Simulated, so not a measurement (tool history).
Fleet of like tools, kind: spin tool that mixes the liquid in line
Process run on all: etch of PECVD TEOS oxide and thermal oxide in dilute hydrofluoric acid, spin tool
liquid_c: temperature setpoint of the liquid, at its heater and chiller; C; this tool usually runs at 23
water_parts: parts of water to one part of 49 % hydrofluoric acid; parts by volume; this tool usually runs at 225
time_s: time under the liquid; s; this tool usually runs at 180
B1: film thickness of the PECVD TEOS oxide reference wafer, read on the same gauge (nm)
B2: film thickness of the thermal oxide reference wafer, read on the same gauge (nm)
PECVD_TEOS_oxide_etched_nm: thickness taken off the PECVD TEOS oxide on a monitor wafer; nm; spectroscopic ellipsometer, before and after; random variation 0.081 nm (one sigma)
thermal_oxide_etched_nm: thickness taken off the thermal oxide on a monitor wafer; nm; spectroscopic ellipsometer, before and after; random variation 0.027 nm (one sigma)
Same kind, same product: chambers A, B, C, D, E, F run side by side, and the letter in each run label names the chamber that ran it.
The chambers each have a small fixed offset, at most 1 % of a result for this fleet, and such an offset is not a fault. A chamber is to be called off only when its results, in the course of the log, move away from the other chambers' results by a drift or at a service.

run 1E day=0.338 | liquid_c=23 water_parts=225 time_s=180 | B1=89.996 B2=80.014 | PECVD_TEOS_oxide_etched_nm=10.208 thermal_oxide_etched_nm=3.2494
run 2D day=0.829 | liquid_c=23 water_parts=225 time_s=180 | B1=90.014 B2=79.99 | PECVD_TEOS_oxide_etched_nm=10.337 thermal_oxide_etched_nm=3.2637
-- day=1.158 chamber C: hydrofluoric acid flow meter replaced
run 3A day=1.183 | liquid_c=23 water_parts=225 time_s=180 | B1=89.96 B2=80.012 | PECVD_TEOS_oxide_etched_nm=10.452 thermal_oxide_etched_nm=3.2334
run 4C day=1.592 | liquid_c=23 water_parts=225 time_s=180 | B1=90.002 B2=80.008 | PECVD_TEOS_oxide_etched_nm=10.281 thermal_oxide_etched_nm=3.2196
run 5B day=1.975 | liquid_c=23 water_parts=225 time_s=180 | B1=89.992 B2=79.982 | PECVD_TEOS_oxide_etched_nm=10.343 thermal_oxide_etched_nm=3.2693
run 6F day=2.383 | liquid_c=23 water_parts=185 time_s=115 | B1=89.982 B2=79.976 | PECVD_TEOS_oxide_etched_nm=8.4385 thermal_oxide_etched_nm=2.6613
run 7C day=2.754 | liquid_c=23 water_parts=185 time_s=115 | B1=89.983 B2=79.983 | PECVD_TEOS_oxide_etched_nm=8.2173 thermal_oxide_etched_nm=2.6097
run 8A day=3.021 | liquid_c=23 water_parts=185 time_s=115 | B1=89.965 B2=80.02 | PECVD_TEOS_oxide_etched_nm=8.3997 thermal_oxide_etched_nm=2.6167
run 9B day=3.517 | liquid_c=23 water_parts=185 time_s=115 | B1=89.983 B2=80.013 | PECVD_TEOS_oxide_etched_nm=8.4059 thermal_oxide_etched_nm=2.6796
run 10E day=4.017 | liquid_c=23 water_parts=185 time_s=115 | B1=89.991 B2=79.974 | PECVD_TEOS_oxide_etched_nm=8.4384 thermal_oxide_etched_nm=2.6361
run 11F day=4.442 | liquid_c=23 water_parts=185 time_s=115 | B1=89.974 B2=80.001 | PECVD_TEOS_oxide_etched_nm=8.3736 thermal_oxide_etched_nm=2.6238
run 12D day=4.692 | liquid_c=23 water_parts=225 time_s=180 | B1=89.984 B2=80.009 | PECVD_TEOS_oxide_etched_nm=10.394 thermal_oxide_etched_nm=3.2364
run 13F day=5.05 | liquid_c=23 water_parts=225 time_s=180 | B1=90.03 B2=79.994 | PECVD_TEOS_oxide_etched_nm=10.32 thermal_oxide_etched_nm=3.2836
run 14D day=5.525 | liquid_c=23 water_parts=225 time_s=180 | B1=89.981 B2=80.01 | PECVD_TEOS_oxide_etched_nm=10.25 thermal_oxide_etched_nm=3.2112
run 15A day=5.846 | liquid_c=23 water_parts=225 time_s=180 | B1=89.985 B2=79.991 | PECVD_TEOS_oxide_etched_nm=10.48 thermal_oxide_etched_nm=3.2292
run 16E day=6.171 | liquid_c=23 water_parts=225 time_s=180 | B1=90.006 B2=79.992 | PECVD_TEOS_oxide_etched_nm=10.426 thermal_oxide_etched_nm=3.2133
run 17C day=6.508 | liquid_c=23 water_parts=225 time_s=180 | B1=90.04 B2=80.015 | PECVD_TEOS_oxide_etched_nm=10.29 thermal_oxide_etched_nm=3.2423
run 18B day=7.025 | liquid_c=23 water_parts=225 time_s=180 | B1=89.985 B2=80.001 | PECVD_TEOS_oxide_etched_nm=10.53 thermal_oxide_etched_nm=3.2301
run 19A day=7.346 | liquid_c=25 water_parts=225 time_s=180 | B1=89.994 B2=79.994 | PECVD_TEOS_oxide_etched_nm=11.175 thermal_oxide_etched_nm=3.4863
run 20C day=7.717 | liquid_c=25 water_parts=225 time_s=180 | B1=89.998 B2=80.009 | PECVD_TEOS_oxide_etched_nm=10.921 thermal_oxide_etched_nm=3.4511
run 21F day=8.142 | liquid_c=25 water_parts=225 time_s=180 | B1=90.017 B2=79.99 | PECVD_TEOS_oxide_etched_nm=11.198 thermal_oxide_etched_nm=3.511
run 22B day=8.483 | liquid_c=25 water_parts=225 time_s=180 | B1=90.048 B2=80.002 | PECVD_TEOS_oxide_etched_nm=11.159 thermal_oxide_etched_nm=3.5042
run 23E day=8.896 | liquid_c=25 water_parts=225 time_s=180 | B1=90.006 B2=80.02 | PECVD_TEOS_oxide_etched_nm=11.1 thermal_oxide_etched_nm=3.461
run 24D day=9.354 | liquid_c=25 water_parts=225 time_s=180 | B1=89.989 B2=79.994 | PECVD_TEOS_oxide_etched_nm=11.15 thermal_oxide_etched_nm=3.4357
run 25A day=9.754 | liquid_c=23 water_parts=225 time_s=180 | B1=90.019 B2=79.998 | PECVD_TEOS_oxide_etched_nm=10.32 thermal_oxide_etched_nm=3.2507
run 26E day=10.1 | liquid_c=23 water_parts=225 time_s=180 | B1=90.022 B2=79.98 | PECVD_TEOS_oxide_etched_nm=10.372 thermal_oxide_etched_nm=3.2295
run 27B day=10.65 | liquid_c=23 water_parts=225 time_s=180 | B1=89.992 B2=80.003 | PECVD_TEOS_oxide_etched_nm=10.464 thermal_oxide_etched_nm=3.2368
run 28D day=10.946 | liquid_c=23 water_parts=225 time_s=180 | B1=90.002 B2=79.992 | PECVD_TEOS_oxide_etched_nm=10.308 thermal_oxide_etched_nm=3.2253
run 29F day=11.458 | liquid_c=23 water_parts=225 time_s=180 | B1=90.024 B2=79.995 | PECVD_TEOS_oxide_etched_nm=10.419 thermal_oxide_etched_nm=3.2609
run 30C day=11.846 | liquid_c=23 water_parts=225 time_s=180 | B1=89.997 B2=80.009 | PECVD_TEOS_oxide_etched_nm=10.241 thermal_oxide_etched_nm=3.2367
-- day=12.062 chamber E: thermometer replaced
run 31B day=12.283 | liquid_c=23 water_parts=225 time_s=180 | B1=90.006 B2=79.991 | PECVD_TEOS_oxide_etched_nm=10.456 thermal_oxide_etched_nm=3.2713
-- day=12.375 chamber A: hydrofluoric acid flow meter replaced
run 32E day=12.75 | liquid_c=23 water_parts=315 time_s=145 | B1=89.984 B2=80.007 | PECVD_TEOS_oxide_etched_nm=5.4157 thermal_oxide_etched_nm=1.7157
run 33A day=13.062 | liquid_c=23 water_parts=315 time_s=145 | B1=89.976 B2=79.982 | PECVD_TEOS_oxide_etched_nm=5.5405 thermal_oxide_etched_nm=1.7377
-- day=13.321 chamber B: thermometer replaced
run 34D day=13.483 | liquid_c=23 water_parts=315 time_s=145 | B1=89.999 B2=80.009 | PECVD_TEOS_oxide_etched_nm=5.4617 thermal_oxide_etched_nm=1.721
run 35F day=13.825 | liquid_c=23 water_parts=315 time_s=145 | B1=89.972 B2=79.969 | PECVD_TEOS_oxide_etched_nm=5.469 thermal_oxide_etched_nm=1.7218
run 36C day=14.196 | liquid_c=23 water_parts=315 time_s=145 | B1=90.015 B2=80.005 | PECVD_TEOS_oxide_etched_nm=5.4668 thermal_oxide_etched_nm=1.7248
run 37D day=14.467 | liquid_c=23 water_parts=315 time_s=145 | B1=89.977 B2=79.985 | PECVD_TEOS_oxide_etched_nm=5.4748 thermal_oxide_etched_nm=1.7239
run 38B day=14.8 | liquid_c=23 water_parts=225 time_s=180 | B1=90.049 B2=79.991 | PECVD_TEOS_oxide_etched_nm=10.373 thermal_oxide_etched_nm=3.3051
run 39A day=15.283 | liquid_c=23 water_parts=225 time_s=180 | B1=90.035 B2=80.001 | PECVD_TEOS_oxide_etched_nm=10.478 thermal_oxide_etched_nm=3.2127
run 40F day=15.575 | liquid_c=23 water_parts=225 time_s=180 | B1=90.003 B2=79.993 | PECVD_TEOS_oxide_etched_nm=10.417 thermal_oxide_etched_nm=3.2665
run 41C day=16.029 | liquid_c=23 water_parts=225 time_s=180 | B1=90.015 B2=79.994 | PECVD_TEOS_oxide_etched_nm=10.235 thermal_oxide_etched_nm=3.1852

Is one chamber off against the others, does the gauge drift, or is nothing wrong? If a chamber is off, say which, and what the likeliest cause is.

No chamber is off and the gauge is stable; the differences are just each chamber's small, constant offset.

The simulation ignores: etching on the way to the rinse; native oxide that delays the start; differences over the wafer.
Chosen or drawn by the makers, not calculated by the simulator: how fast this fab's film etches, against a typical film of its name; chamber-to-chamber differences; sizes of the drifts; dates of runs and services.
